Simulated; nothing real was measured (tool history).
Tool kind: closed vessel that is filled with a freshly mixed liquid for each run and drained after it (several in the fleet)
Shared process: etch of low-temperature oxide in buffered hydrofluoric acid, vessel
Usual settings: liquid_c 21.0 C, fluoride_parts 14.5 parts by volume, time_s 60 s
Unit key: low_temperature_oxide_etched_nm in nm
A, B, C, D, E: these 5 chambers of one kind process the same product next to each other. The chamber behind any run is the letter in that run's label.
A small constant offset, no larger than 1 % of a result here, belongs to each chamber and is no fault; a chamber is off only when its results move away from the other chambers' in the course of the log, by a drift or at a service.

| run | hour | liquid_c | fluoride_parts | time_s | read-back film thickness of the low-temperature oxide reference wafer, read on the same gauge (nm) | low_temperature_oxide_etched_nm |
|---|---|---|---|---|---|---|
| 1B | 8.0 | 21.0 | 14.5 | 60 | 59.987 | 220.14 |
| 2A | 19.4 | 21.0 | 14.5 | 60 | 59.990 | 223.82 |
| 3C | 26.2 | 21.0 | 14.5 | 60 | 60.055 | 220.64 |
| 4E | 35.2 | 21.0 | 14.5 | 60 | 59.966 | 220.66 |
|  | 42.6 | chamber A: thermometer replaced |
| 5D | 44.9 | 21.0 | 14.5 | 60 | 59.981 | 221.76 |
| 6E | 57.4 | 21.0 | 14.5 | 60 | 60.001 | 217.59 |
| 7A | 67.1 | 21.0 | 14.5 | 60 | 60.011 | 221.54 |
| 8B | 73.2 | 21.0 | 14.5 | 60 | 60.037 | 220.80 |
|  | 78.5 | chamber A: hydrofluoric acid flow meter replaced |
| 9D | 81.1 | 21.0 | 14.5 | 60 | 59.994 | 220.95 |
| 10C | 86.9 | 21.0 | 14.5 | 60 | 60.000 | 218.86 |
| 11C | 98.0 | 21.0 | 14.5 | 60 | 59.995 | 220.77 |
| 12B | 104.3 | 21.0 | 14.5 | 60 | 60.013 | 218.73 |
| 13A | 112.8 | 21.0 | 14.5 | 60 | 59.994 | 220.87 |
| 14D | 121.5 | 21.0 | 14.5 | 60 | 59.997 | 220.64 |
| 15E | 133.5 | 21.0 | 14.5 | 60 | 59.999 | 219.50 |
| 16E | 144.9 | 21.0 | 14.5 | 60 | 59.958 | 219.43 |
| 17A | 150.8 | 21.0 | 14.5 | 60 | 59.992 | 220.48 |
| 18B | 159.7 | 21.0 | 14.5 | 60 | 60.000 | 222.13 |
| 19D | 169.3 | 21.0 | 14.5 | 60 | 60.028 | 222.14 |
| 20C | 178.4 | 21.0 | 14.5 | 60 | 59.959 | 222.48 |
| 21A | 185.5 | 21.0 | 14.5 | 60 | 60.033 | 222.23 |
| 22C | 195.9 | 21.0 | 8.5 | 35 | 60.006 | 211.76 |
| 23D | 202.1 | 21.0 | 8.5 | 35 | 59.979 | 208.62 |
| 24B | 208.1 | 21.0 | 8.5 | 35 | 60.002 | 213.72 |
| 25E | 221.1 | 21.0 | 8.5 | 35 | 59.999 | 205.97 |
| 26A | 234.3 | 21.0 | 8.5 | 35 | 60.035 | 210.67 |
| 27B | 244.0 | 21.0 | 14.5 | 60 | 59.983 | 221.30 |
| 28C | 254.9 | 21.0 | 14.5 | 60 | 59.971 | 227.65 |
| 29D | 262.2 | 21.0 | 14.5 | 60 | 59.959 | 221.73 |
| 30E | 271.7 | 21.0 | 14.5 | 60 | 60.014 | 218.95 |
| 31A | 278.5 | 21.0 | 12.0 | 80 | 59.960 | 356.89 |
| 32D | 284.9 | 21.0 | 12.0 | 80 | 60.010 | 355.81 |
|  | 295.4 | chamber B: thermometer replaced |
| 33C | 297.3 | 21.0 | 12.0 | 80 | 59.999 | 365.67 |
| 34B | 304.0 | 21.0 | 12.0 | 80 | 59.998 | 355.36 |
| 35E | 314.6 | 21.0 | 12.0 | 80 | 59.992 | 349.99 |
| 36A | 322.7 | 21.0 | 14.5 | 60 | 59.996 | 220.39 |
| 37E | 333.2 | 21.0 | 14.5 | 60 | 60.001 | 219.40 |
| 38C | 340.5 | 21.0 | 14.5 | 60 | 60.019 | 227.62 |
| 39D | 347.1 | 21.0 | 11.0 | 60 | 59.988 | 290.13 |
| 40B | 355.1 | 21.0 | 11.0 | 60 | 60.047 | 289.75 |
| 41D | 367.7 | 21.0 | 11.0 | 60 | 60.023 | 289.72 |
| 42A | 377.3 | 21.0 | 11.0 | 60 | 60.031 | 290.37 |
| 43C | 389.0 | 21.0 | 11.0 | 60 | 60.010 | 301.59 |

For the next run the whole fleet of 5 chambers uses the same settings. Give each chamber's results:
| 44A | 398.6 | 25.5 | 14.5 | 60 |  | ? |
| 44B | 398.6 | 25.5 | 14.5 | 60 |  | ? |
| 44C | 398.6 | 25.5 | 14.5 | 60 |  | ? |
| 44D | 398.6 | 25.5 | 14.5 | 60 |  | ? |
| 44E | 398.6 | 25.5 | 14.5 | 60 |  | ? |

| run | low_temperature_oxide_etched_nm |
|---|---|
| 44A | 285.86 |
| 44B | 282.83 |
| 44C | 296.31 |
| 44D | 283.36 |
| 44E | 279.09 |
